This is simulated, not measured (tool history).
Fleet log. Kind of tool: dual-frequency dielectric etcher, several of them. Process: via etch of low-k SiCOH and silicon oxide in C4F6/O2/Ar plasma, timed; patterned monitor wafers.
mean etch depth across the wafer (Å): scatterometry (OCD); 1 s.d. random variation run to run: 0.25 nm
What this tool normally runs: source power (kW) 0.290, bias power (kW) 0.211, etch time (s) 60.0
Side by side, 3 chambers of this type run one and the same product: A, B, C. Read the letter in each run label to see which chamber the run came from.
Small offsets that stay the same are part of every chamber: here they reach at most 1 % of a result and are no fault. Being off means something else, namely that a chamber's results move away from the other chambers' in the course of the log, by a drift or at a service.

run     day  source power (kW)  bias power (kW)  etch time (s)  hours since the last wet clean  hours since the last source power generator calibration  hours since the last bias power generator calibration  read-back reference wafer on the same gauge, depth_nm  mean etch depth across the wafer (Å)
 1A   0.492              0.290            0.211           60.0                           288.1                                                     24.8                                                 1701.6                                                 170.92                                1462.7
      0.667  -- chamber B: wet clean of the chamber
 2C   0.938              0.290            0.211           60.0                           296.1                                                   1808.2                                                 1723.5                                                 170.97                                1440.5
 3B   1.488              0.290            0.211           60.0                            19.7                                                    802.8                                                 1842.2                                                 170.91                                1453.2
 4A   1.996              0.290            0.211           60.0                           324.2                                                     60.9                                                 1737.7                                                 170.85                                1462.1
 5C   2.533              0.290            0.211           60.0                           334.4                                                   1846.5                                                 1761.8                                                 170.79                                1439.4
 6B   2.917              0.290            0.211           60.0                            54.0                                                    837.1                                                 1876.5                                                 170.78                                1457.2
 7C   3.229              0.290            0.211           60.0                           351.1                                                   1863.2                                                 1778.5                                                 170.71                                1439.2
 8B   3.604              0.290            0.211           60.0                            70.5                                                    853.6                                                 1893.0                                                 170.69                                1453.8
      3.642  -- chamber A: wet clean of the chamber
 9A   3.962              0.290            0.211           60.0                             7.7                                                    108.1                                                 1784.9                                                 170.57                                1460.3
10B   4.329              0.290            0.211           60.0                            87.9                                                    871.0                                                 1910.4                                                 170.63                                1448.5
11C   4.908              0.290            0.211           60.0                           391.4                                                   1903.5                                                 1818.8                                                 170.54                                1437.2
12A   5.458              0.290            0.211           60.0                            43.6                                                    144.0                                                 1820.8                                                 170.53                                1464.5
13B   6.038              0.310            0.211           50.5                           128.9                                                    912.0                                                 1951.4                                                 170.53                                1256.2
14A   6.350              0.310            0.211           50.5                            65.0                                                    165.4                                                 1842.2                                                 170.43                                1258.8
15C   7.025              0.310            0.211           50.5                           442.2                                                   1954.3                                                 1869.6                                                 170.38                                1242.9
16B   7.621              0.290            0.211           60.0                           166.9                                                    950.0                                                 1989.4                                                 170.38                                1445.3
17A   8.288              0.290            0.211           60.0                           111.5                                                    211.9                                                 1888.7                                                 170.32                                1459.7
18C   8.725              0.290            0.179           69.0                           483.0                                                   1995.1                                                 1910.4                                                 170.26                                1559.5
19C   9.038              0.290            0.179           69.0                           490.5                                                   2002.6                                                 1917.9                                                 170.23                                1562.1
20B   9.350              0.290            0.179           69.0                           208.4                                                    991.5                                                 2030.9                                                 170.10                                1583.4
      9.754  -- chamber C: wet clean of the chamber
21A   9.975              0.290            0.211           60.0                           152.0                                                    252.4                                                 1929.2                                                 170.07                                1456.1
22A  10.462              0.290            0.211           60.0                           163.7                                                    264.1                                                 1940.9                                                 170.12                                1455.8
23C  11.092              0.290            0.211           60.0                            32.2                                                   2051.9                                                 1967.2                                                 169.96                                1434.7
24B  11.583              0.220            0.239           60.0                           262.0                                                   1045.1                                                 2084.5                                                 170.00                                1357.1
25B  11.992              0.220            0.239           60.0                           271.8                                                   1054.9                                                 2094.3                                                 169.89                                1361.8
26A  12.625              0.220            0.239           60.0                           215.6                                                    316.0                                                 1992.8                                                 169.96                                1363.3
27C  12.958              0.260            0.211           60.0                            77.0                                                   2096.7                                                 2012.0                                                 169.78                                1374.6

Is one chamber out of step, is the gauge drifting, or do the chambers differ by no more than their own small offsets? For an off chamber, give its letter and the likeliest cause.

None of the chambers is off. What moves is the gauge, dragging all their readings along together.
What lies behind it: gauge reads low (%) = 0.701.

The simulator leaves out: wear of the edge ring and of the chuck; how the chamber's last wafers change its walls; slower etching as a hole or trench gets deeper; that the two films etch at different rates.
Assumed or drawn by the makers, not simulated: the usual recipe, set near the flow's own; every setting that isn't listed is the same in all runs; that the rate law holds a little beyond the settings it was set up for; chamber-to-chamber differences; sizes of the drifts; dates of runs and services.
